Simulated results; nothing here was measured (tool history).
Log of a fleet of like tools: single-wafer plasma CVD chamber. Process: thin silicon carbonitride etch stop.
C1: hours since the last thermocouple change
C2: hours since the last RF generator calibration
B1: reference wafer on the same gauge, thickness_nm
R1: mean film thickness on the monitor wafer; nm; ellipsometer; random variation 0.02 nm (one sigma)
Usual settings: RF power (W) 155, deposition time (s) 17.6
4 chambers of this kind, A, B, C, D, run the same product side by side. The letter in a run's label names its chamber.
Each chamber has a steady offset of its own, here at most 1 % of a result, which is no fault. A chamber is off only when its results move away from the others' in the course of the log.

run 1A hour=11.6 | RF_power_(W)=155 deposition_time_(s)=17.6 | C1=1216.3 C2=629.4 | B1=8.7096 | R1=9.2441
run 2D hour=26.2 | RF_power_(W)=155 deposition_time_(s)=17.6 | C1=325.1 C2=1458.9 | B1=8.7115 | R1=9.2228
run 3C hour=35.1 | RF_power_(W)=155 deposition_time_(s)=17.6 | C1=1295.4 C2=1548.4 | B1=8.7122 | R1=9.3419
-- hour=43.3 chamber D: RF generator calibrated
run 4B hour=50.9 | RF_power_(W)=155 deposition_time_(s)=17.6 | C1=1347.3 C2=393.5 | B1=8.7095 | R1=9.3233
run 5D hour=63.9 | RF_power_(W)=155 deposition_time_(s)=17.6 | C1=362.8 C2=20.6 | B1=8.7110 | R1=9.2677
run 6B hour=75.6 | RF_power_(W)=155 deposition_time_(s)=17.6 | C1=1372.0 C2=418.2 | B1=8.7135 | R1=9.3071
run 7C hour=83.0 | RF_power_(W)=155 deposition_time_(s)=17.6 | C1=1343.3 C2=1596.3 | B1=8.7068 | R1=9.3422
run 8A hour=91.3 | RF_power_(W)=155 deposition_time_(s)=17.6 | C1=1296.0 C2=709.1 | B1=8.7121 | R1=9.2233
run 9D hour=99.3 | RF_power_(W)=155 deposition_time_(s)=17.6 | C1=398.2 C2=56.0 | B1=8.7132 | R1=9.2642
run 10B hour=109.2 | RF_power_(W)=155 deposition_time_(s)=17.6 | C1=1405.6 C2=451.8 | B1=8.7085 | R1=9.3029
run 11C hour=119.1 | RF_power_(W)=155 deposition_time_(s)=17.6 | C1=1379.4 C2=1632.4 | B1=8.7108 | R1=9.3315
run 12A hour=134.4 | RF_power_(W)=155 deposition_time_(s)=17.6 | C1=1339.1 C2=752.2 | B1=8.7136 | R1=9.2168
run 13A hour=148.1 | RF_power_(W)=155 deposition_time_(s)=17.6 | C1=1352.8 C2=765.9 | B1=8.7067 | R1=9.2347
run 14C hour=163.8 | RF_power_(W)=155 deposition_time_(s)=17.6 | C1=1424.1 C2=1677.1 | B1=8.7102 | R1=9.3278
run 15D hour=173.7 | RF_power_(W)=155 deposition_time_(s)=17.6 | C1=472.6 C2=130.4 | B1=8.7128 | R1=9.2577
run 16B hour=187.8 | RF_power_(W)=155 deposition_time_(s)=17.6 | C1=1484.2 C2=530.4 | B1=8.7107 | R1=9.2852
run 17C hour=200.7 | RF_power_(W)=155 deposition_time_(s)=17.6 | C1=1461.0 C2=1714.0 | B1=8.7047 | R1=9.3264
run 18D hour=212.7 | RF_power_(W)=155 deposition_time_(s)=17.6 | C1=511.6 C2=169.4 | B1=8.7137 | R1=9.2599
run 19A hour=220.0 | RF_power_(W)=155 deposition_time_(s)=17.6 | C1=1424.7 C2=837.8 | B1=8.7064 | R1=9.1959
run 20B hour=227.3 | RF_power_(W)=155 deposition_time_(s)=17.6 | C1=1523.7 C2=569.9 | B1=8.7174 | R1=9.3183
run 21C hour=239.7 | RF_power_(W)=155 deposition_time_(s)=17.6 | C1=1500.0 C2=1753.0 | B1=8.7108 | R1=9.3575
run 22D hour=251.5 | RF_power_(W)=155 deposition_time_(s)=17.6 | C1=550.4 C2=208.2 | B1=8.7062 | R1=9.2750
run 23A hour=264.5 | RF_power_(W)=155 deposition_time_(s)=17.6 | C1=1469.2 C2=882.3 | B1=8.7099 | R1=9.2115
run 24B hour=275.1 | RF_power_(W)=155 deposition_time_(s)=17.6 | C1=1571.5 C2=617.7 | B1=8.7078 | R1=9.3321
run 25D hour=288.2 | RF_power_(W)=155 deposition_time_(s)=17.6 | C1=587.1 C2=244.9 | B1=8.7090 | R1=9.2461
run 26A hour=298.3 | RF_power_(W)=155 deposition_time_(s)=17.6 | C1=1503.0 C2=916.1 | B1=8.7094 | R1=9.1682
run 27C hour=306.4 | RF_power_(W)=155 deposition_time_(s)=17.6 | C1=1566.7 C2=1819.7 | B1=8.7102 | R1=9.3097
run 28B hour=314.6 | RF_power_(W)=155 deposition_time_(s)=17.6 | C1=1611.0 C2=657.2 | B1=8.7104 | R1=9.3257
run 29C hour=329.6 | RF_power_(W)=175 deposition_time_(s)=17.6 | C1=1589.9 C2=1842.9 | B1=8.7112 | R1=9.6549
run 30D hour=340.4 | RF_power_(W)=175 deposition_time_(s)=17.6 | C1=639.3 C2=297.1 | B1=8.7160 | R1=9.5964
run 31B hour=352.8 | RF_power_(W)=175 deposition_time_(s)=17.6 | C1=1649.2 C2=695.4 | B1=8.7081 | R1=9.6776
run 32A hour=365.6 | RF_power_(W)=175 deposition_time_(s)=17.6 | C1=1570.3 C2=983.4 | B1=8.7066 | R1=9.4839
run 33D hour=377.3 | RF_power_(W)=155 deposition_time_(s)=17.6 | C1=676.2 C2=334.0 | B1=8.7115 | R1=9.2502
run 34A hour=388.4 | RF_power_(W)=155 deposition_time_(s)=17.6 | C1=1593.1 C2=1006.2 | B1=8.7077 | R1=9.1097
run 35C hour=402.1 | RF_power_(W)=155 deposition_time_(s)=19.4 | C1=1662.4 C2=1915.4 | B1=8.7103 | R1=10.2500
run 36B hour=409.6 | RF_power_(W)=155 deposition_time_(s)=19.4 | C1=1706.0 C2=752.2 | B1=8.7136 | R1=10.2620
run 37B hour=423.2 | RF_power_(W)=155 deposition_time_(s)=19.4 | C1=1719.6 C2=765.8 | B1=8.7067 | R1=10.2570
run 38D hour=432.5 | RF_power_(W)=155 deposition_time_(s)=19.4 | C1=731.4 C2=389.2 | B1=8.7113 | R1=10.2250
run 39C hour=442.8 | RF_power_(W)=185 deposition_time_(s)=15.3 | C1=1703.1 C2=1956.1 | B1=8.7053 | R1=8.5251
run 40A hour=454.2 | RF_power_(W)=185 deposition_time_(s)=15.3 | C1=1658.9 C2=1072.0 | B1=8.7108 | R1=8.3708
run 41D hour=464.7 | RF_power_(W)=185 deposition_time_(s)=15.3 | C1=763.6 C2=421.4 | B1=8.7126 | R1=8.4755
run 42C hour=477.2 | RF_power_(W)=185 deposition_time_(s)=15.3 | C1=1737.5 C2=1990.5 | B1=8.7118 | R1=8.5484
run 43A hour=484.8 | RF_power_(W)=155 deposition_time_(s)=17.6 | C1=1689.5 C2=1102.6 | B1=8.7076 | R1=9.1206

All 4 chambers run these settings next. Forecast each chamber's results:
run 44A hour=496.3 | RF_power_(W)=155 deposition_time_(s)=17.6 | R1=?
run 44B hour=496.3 | RF_power_(W)=155 deposition_time_(s)=17.6 | R1=?
run 44C hour=496.3 | RF_power_(W)=155 deposition_time_(s)=17.6 | R1=?
run 44D hour=496.3 | RF_power_(W)=155 deposition_time_(s)=17.6 | R1=?

run=44A R1=9.1296
run=44B R1=9.2943
run=44C R1=9.3512
run=44D R1=9.2685
